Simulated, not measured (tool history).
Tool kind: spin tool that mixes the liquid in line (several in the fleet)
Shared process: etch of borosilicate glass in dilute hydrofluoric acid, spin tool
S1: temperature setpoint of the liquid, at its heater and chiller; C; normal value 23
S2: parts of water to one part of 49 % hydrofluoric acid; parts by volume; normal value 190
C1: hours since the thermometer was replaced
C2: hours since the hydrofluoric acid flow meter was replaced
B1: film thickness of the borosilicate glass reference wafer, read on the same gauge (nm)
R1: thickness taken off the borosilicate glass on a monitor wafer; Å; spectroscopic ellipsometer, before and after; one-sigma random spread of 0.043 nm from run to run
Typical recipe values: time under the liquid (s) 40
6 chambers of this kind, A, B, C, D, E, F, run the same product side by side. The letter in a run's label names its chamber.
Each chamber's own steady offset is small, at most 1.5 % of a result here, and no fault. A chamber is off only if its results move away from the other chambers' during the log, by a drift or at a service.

run 1A day=0.275 | S1=23 S2=190 time_under_the_liquid_(s)=40 | C1=897.9 C2=1257.3 | B1=40.008 | R1=75.885
run 2F day=0.583 | S1=23 S2=190 time_under_the_liquid_(s)=40 | C1=1554.6 C2=1511.3 | B1=39.986 | R1=76.463
run 3C day=0.917 | S1=23 S2=190 time_under_the_liquid_(s)=40 | C1=316.8 C2=515.4 | B1=39.967 | R1=76.527
-- day=0.929 chamber A: thermometer replaced
-- day=1.088 chamber E: thermometer replaced
run 4D day=1.212 | S1=23 S2=190 time_under_the_liquid_(s)=40 | C1=588.5 C2=513.0 | B1=39.986 | R1=75.282
run 5B day=1.375 | S1=23 S2=190 time_under_the_liquid_(s)=40 | C1=1959.7 C2=311.6 | B1=39.994 | R1=75.381
run 6E day=1.554 | S1=23 S2=190 time_under_the_liquid_(s)=40 | C1=11.3 C2=335.0 | B1=39.985 | R1=75.597
run 7A day=1.771 | S1=23 S2=190 time_under_the_liquid_(s)=40 | C1=20.3 C2=1293.2 | B1=40.005 | R1=76.550
run 8F day=2.012 | S1=23 S2=190 time_under_the_liquid_(s)=40 | C1=1588.9 C2=1545.6 | B1=40.032 | R1=75.141
run 9C day=2.312 | S1=23 S2=190 time_under_the_liquid_(s)=40 | C1=350.3 C2=548.9 | B1=40.006 | R1=75.357
run 10E day=2.671 | S1=23 S2=190 time_under_the_liquid_(s)=40 | C1=38.1 C2=361.8 | B1=39.973 | R1=75.337
run 11D day=3.000 | S1=23 S2=250 time_under_the_liquid_(s)=40 | C1=631.4 C2=555.9 | B1=40.003 | R1=53.990
run 12B day=3.233 | S1=23 S2=250 time_under_the_liquid_(s)=40 | C1=2004.3 C2=356.2 | B1=40.009 | R1=53.817
run 13E day=3.475 | S1=23 S2=250 time_under_the_liquid_(s)=40 | C1=57.4 C2=381.1 | B1=39.993 | R1=54.107
run 14D day=3.662 | S1=23 S2=250 time_under_the_liquid_(s)=40 | C1=647.3 C2=571.8 | B1=39.966 | R1=53.011
run 15A day=3.842 | S1=23 S2=250 time_under_the_liquid_(s)=40 | C1=70.0 C2=1342.9 | B1=40.011 | R1=54.018
run 16C day=4.079 | S1=23 S2=250 time_under_the_liquid_(s)=40 | C1=392.7 C2=591.3 | B1=40.001 | R1=54.689
run 17F day=4.296 | S1=23 S2=190 time_under_the_liquid_(s)=40 | C1=1643.7 C2=1600.4 | B1=40.019 | R1=74.636
-- day=4.375 chamber A: hydrofluoric acid flow meter replaced
run 18B day=4.604 | S1=23 S2=190 time_under_the_liquid_(s)=40 | C1=2037.2 C2=389.1 | B1=39.956 | R1=75.384
run 19E day=4.912 | S1=23 S2=190 time_under_the_liquid_(s)=40 | C1=91.9 C2=415.6 | B1=39.954 | R1=75.844
run 20F day=5.171 | S1=23 S2=190 time_under_the_liquid_(s)=40 | C1=1664.7 C2=1621.4 | B1=40.020 | R1=74.786
run 21B day=5.492 | S1=23 S2=235 time_under_the_liquid_(s)=40 | C1=2058.5 C2=410.4 | B1=40.020 | R1=58.253
run 22D day=5.717 | S1=23 S2=235 time_under_the_liquid_(s)=40 | C1=696.6 C2=621.1 | B1=40.008 | R1=57.951
run 23C day=6.083 | S1=23 S2=235 time_under_the_liquid_(s)=40 | C1=440.8 C2=639.4 | B1=40.026 | R1=59.426
run 24A day=6.450 | S1=23 S2=235 time_under_the_liquid_(s)=40 | C1=132.6 C2=49.8 | B1=40.007 | R1=58.913
run 25C day=6.704 | S1=23 S2=235 time_under_the_liquid_(s)=40 | C1=455.7 C2=654.3 | B1=40.006 | R1=58.692
run 26D day=6.962 | S1=23 S2=235 time_under_the_liquid_(s)=40 | C1=726.5 C2=651.0 | B1=39.985 | R1=58.179
run 27A day=7.167 | S1=23 S2=190 time_under_the_liquid_(s)=40 | C1=149.8 C2=67.0 | B1=40.005 | R1=75.697
run 28B day=7.354 | S1=23 S2=190 time_under_the_liquid_(s)=40 | C1=2103.2 C2=455.1 | B1=40.026 | R1=75.854
run 29F day=7.725 | S1=23 S2=190 time_under_the_liquid_(s)=40 | C1=1726.0 C2=1682.7 | B1=40.043 | R1=75.429
run 30E day=8.046 | S1=23 S2=190 time_under_the_liquid_(s)=40 | C1=167.1 C2=490.8 | B1=40.017 | R1=76.198
run 31E day=8.246 | S1=23 S2=190 time_under_the_liquid_(s)=40 | C1=171.9 C2=495.6 | B1=39.978 | R1=75.818
run 32C day=8.571 | S1=23 S2=190 time_under_the_liquid_(s)=40 | C1=500.5 C2=699.1 | B1=40.028 | R1=76.587
run 33F day=8.933 | S1=23 S2=190 time_under_the_liquid_(s)=40 | C1=1755.0 C2=1711.7 | B1=40.015 | R1=75.639
run 34B day=9.104 | S1=23 S2=190 time_under_the_liquid_(s)=40 | C1=2145.2 C2=497.1 | B1=40.022 | R1=74.025
run 35A day=9.375 | S1=23 S2=190 time_under_the_liquid_(s)=40 | C1=202.8 C2=120.0 | B1=39.981 | R1=75.945
run 36D day=9.592 | S1=23 S2=235 time_under_the_liquid_(s)=25 | C1=789.6 C2=714.1 | B1=39.969 | R1=36.488

Does one chamber stand apart from the rest, does the shared gauge drift, or is all well apart from small per-chamber offsets? Give the chamber and the most likely cause, where there is one.

Nothing is wrong: each chamber keeps only its own small, steady offset and the gauge holds still.
